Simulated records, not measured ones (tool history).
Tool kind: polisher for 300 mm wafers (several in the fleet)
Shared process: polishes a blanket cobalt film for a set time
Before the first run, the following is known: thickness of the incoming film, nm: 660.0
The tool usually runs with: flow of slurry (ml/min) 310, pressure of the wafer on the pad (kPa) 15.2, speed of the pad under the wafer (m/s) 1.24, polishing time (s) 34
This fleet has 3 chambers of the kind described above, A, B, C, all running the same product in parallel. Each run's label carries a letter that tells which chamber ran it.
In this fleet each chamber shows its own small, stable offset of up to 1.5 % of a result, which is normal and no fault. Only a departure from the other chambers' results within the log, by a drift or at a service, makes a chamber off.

run   hour  flow of slurry (ml/min)  pressure of the wafer on the pad (kPa)  speed of the pad under the wafer (m/s)  polishing time (s)  film removed (angstrom)
       1.2  -- chamber B: worn pad replaced by a new one
       6.2  -- chamber C: worn pad replaced by a new one
 1B   10.6                      310                                    15.2                                    1.24                  34                   2840.5
 2C   18.9                      310                                    15.2                                    1.24                  34                   2707.7
 3A   32.4                      310                                    15.2                                    1.24                  34                   2729.9
 4A     41                      310                                    15.2                                    1.24                  34                   2750.9
 5B   49.9                      310                                    15.2                                    1.24                  34                   2848.8
      51.1  -- chamber A: worn pad replaced by a new one
 6C   63.2                      310                                    15.2                                    1.24                  34                   2665.3
 7C   71.8                      310                                    15.2                                    1.24                  34                   2677.8
 8B   87.4                      310                                    15.2                                    1.24                  34                   2776.9
 9A    100                      310                                    15.2                                    1.24                  34                   2793.3
     102.5  -- chamber C: worn pad replaced by a new one
     102.6  -- chamber B: worn pad replaced by a new one
10A  109.3                      310                                    15.2                                    1.24                  34                   2692.7
11B  124.1                      310                                    15.2                                    1.24                  34                   2826.7
12C  138.7                      310                                    15.2                                    1.24                  34                   2729.5
13B    151                      310                                    15.2                                    1.24                  34                   2781.6
     157.4  -- chamber A: worn pad replaced by a new one
14A  158.3                      310                                    15.2                                    1.24                  34                   2680.2
15C  172.4                      310                                    15.2                                    1.24                  34                   2685.5
16C  186.3                      310                                    15.2                                    1.24                  34                   2658.8
     186.8  -- chamber C: slurry nozzle cleaned
     187.9  -- chamber C: worn pad replaced by a new one
17B  198.3                      310                                    15.2                                    1.24                  34                     2826
     202.3  -- chamber B: worn pad replaced by a new one
18A  212.1                      310                                    15.2                                    1.24                  34                   2650.3
19B  219.8                      310                                    15.2                                    1.24                  34                   2796.4
     228.8  -- chamber A: slurry nozzle cleaned
20C  229.8                      310                                    15.2                                    1.24                  34                   2715.8
     236.3  -- chamber B: slurry nozzle cleaned
       243  -- chamber A: worn pad replaced by a new one
21A  243.3                      310                                    15.2                                    1.24                  34                   2613.8
22C  256.5                      310                                    15.2                                    1.24                  34                   2708.2
23A    270                      310                                    15.2                                    1.24                  34                   2596.1
     272.1  -- chamber C: worn pad replaced by a new one
24B  279.3                      310                                    15.2                                    1.24                  34                   2744.8
     286.9  -- chamber B: worn pad replaced by a new one
25B  295.4                      310                                    15.2                                    1.24                  34                   2789.4
26C  310.8                      310                                    15.2                                    1.24                  34                   2678.8
     323.2  -- chamber A: worn pad replaced by a new one
27A  323.7                      310                                    15.2                                    1.24                  34                   2581.6
28C  338.7                      310                                    15.2                                    1.24                  34                   2686.9
29A  352.1                      310                                    15.2                                    1.24                  34                   2531.1
30B  363.6                      310                                    19.3                                    1.08                  34                   3128.6
     368.7  -- chamber B: worn pad replaced by a new one
     373.6  -- chamber C: worn pad replaced by a new one
31A  374.2                      310                                    19.3                                    1.08                  34                   2771.6
32C  384.1                      310                                    19.3                                    1.08                  34                   3056.1
33B  399.5                      310                                    15.2                                    1.24                  34                   2829.4
34C  409.3                      310                                    11.7                                    1.24                  34                     2092
     414.2  -- chamber A: worn pad replaced by a new one
35B  423.4                      310                                    11.7                                    1.24                  34                     2163
36A    431                      310                                    11.7                                    1.24                  34                   1970.4
37A  442.5                      310                                    15.2                                    1.24                  34                   2438.6
     449.4  -- chamber B: head pressure recalibrated
     453.9  -- chamber C: worn pad replaced by a new one
38C  454.2                      310                                    15.2                                    1.24                  34                   2791.2
39B    463                      310                                    15.2                                    1.24                  34                   2795.4

Is one chamber off against the others, does the gauge drift, or is nothing wrong? If a chamber is off, say which, and what the likeliest cause is.

It is chamber A that slowly wanders off from its peers.
Most likely cause: head's pressure below its setpoint, % = 10.6.

Below are 4 candidate recipes for chamber A's next run, each the usual settings with a change, their results shown as question marks. Which of them brings A's results back in line with what the other chambers give on the usual settings?
A result is in line if it is within this distance of the other chambers' mean on the usual settings: film removed (angstrom) 120
40A-1  474.8                      310                                    16.5                                    1.34                  37                        ?
40A-2  474.8                      310                                    13.8                                    1.14                  32                        ?
40A-3  474.8                      310                                    14.5                                    1.18                  34                        ?
40A-4  474.8                      310                                    15.9                                    1.28                  35                        ?

The other chambers' mean on the usual settings: film removed (angstrom) 2751.9
  run  film removed (angstrom)
40A-1                   3130.1
40A-2                   1914.5
40A-3                     2212
40A-4                   2708.7
It is 40A-4 that realigns the chamber with its peers.
